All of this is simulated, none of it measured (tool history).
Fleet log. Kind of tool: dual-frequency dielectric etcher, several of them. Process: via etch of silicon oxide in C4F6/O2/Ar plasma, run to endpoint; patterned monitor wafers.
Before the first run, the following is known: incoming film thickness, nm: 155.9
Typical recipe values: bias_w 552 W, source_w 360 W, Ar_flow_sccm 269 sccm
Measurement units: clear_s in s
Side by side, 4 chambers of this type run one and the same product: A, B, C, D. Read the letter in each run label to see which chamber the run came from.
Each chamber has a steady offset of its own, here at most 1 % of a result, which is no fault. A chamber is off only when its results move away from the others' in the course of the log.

run   hour  bias_w  source_w  Ar_flow_sccm  clear_s
 1D    4.4     552       360           269   33.680
       7.2  -- chamber A: source power generator calibrated
 2C    7.6     552       360           269   33.906
 3A   12.0     552       360           269   34.097
 4B   17.9     552       360           269   33.947
 5D   23.4     552       360           269   33.735
 6C   27.6     552       290           307   37.099
 7A   32.7     552       290           307   37.526
 8B   35.8     552       290           307   37.186
 9D   39.4     552       290           307   37.072
10C   44.9     552       360           269   33.743
11A   49.2     552       360           269   34.156
      51.1  -- chamber B: wet clean of the chamber
12B   55.7     552       360           269   34.140
13A   59.9     495       360           269   35.658
14B   63.3     495       360           269   35.378
15D   68.9     495       360           269   35.260
16C   73.9     495       360           269   35.310
      74.7  -- chamber C: wet clean of the chamber
17B   77.0     552       360           269   34.074
18C   79.9     552       440           291   30.383
      82.5  -- chamber A: wet clean of the chamber
19A   84.6     552       440           291   31.876
20D   87.6     552       440           291   31.586
21D   94.1     552       440           291   31.423
22C   97.3     552       360           269   32.580
     100.1  -- chamber B: bias power generator calibrated
23B  100.8     552       360           269   34.020
24A  106.4     552       360           269   34.028
25B  111.4     552       360           269   34.113
26C  117.1     552       360           269   32.585
     118.1  -- chamber B: source power generator calibrated
27D  121.9     552       360           269   33.591
28A  127.0     552       360           269   34.162
29B  130.4     661       360           269   31.819
30A  134.2     661       360           269   32.027
31C  138.6     661       360           269   30.308
32D  142.6     661       360           269   31.303
33D  146.6     552       360           269   33.521
34A  149.8     552       360           269   34.237
35B  156.2     552       360           269   33.976
36C  161.9     552       360           269   32.487
37D  167.5     552       360           269   33.659
38C  171.1     552       360           269   32.321
39A  174.0     552       360           269   34.251
40B  178.8     552       360           269   33.903
41A  183.0     552       360           269   34.240
42C  189.1     552       360           269   32.502
43D  193.3     552       360           269   33.634

One chamber off, gauge drift, or nothing amiss beyond the chambers' own small offsets? If it is a chamber, which one, and what is the likeliest cause?

Chamber C has stood off from the others ever since a service on it.
What lies behind it: etch rate over this chamber's usual, % = 4.26.

Chamber C could run next with any of the 4 candidate recipes listed below; each alters the usual settings, and their results appear as question marks. Which one brings its results back in line with what the other chambers deliver on the usual settings?
To be in line, a result may differ from the other chambers' mean on the usual settings by at most: clear_s 0.370 s
44C-1  198.1     584       380           264        ?
44C-2  198.1     534       350           272        ?
44C-3  198.1     520       340           274        ?
44C-4  198.1     571       370           269        ?

What the other chambers average on the usual settings: clear_s 33.936 s
  run  clear_s
44C-1   31.025
44C-2   33.191
44C-3   33.912
44C-4   31.666
44C-3 brings the chamber back in line.
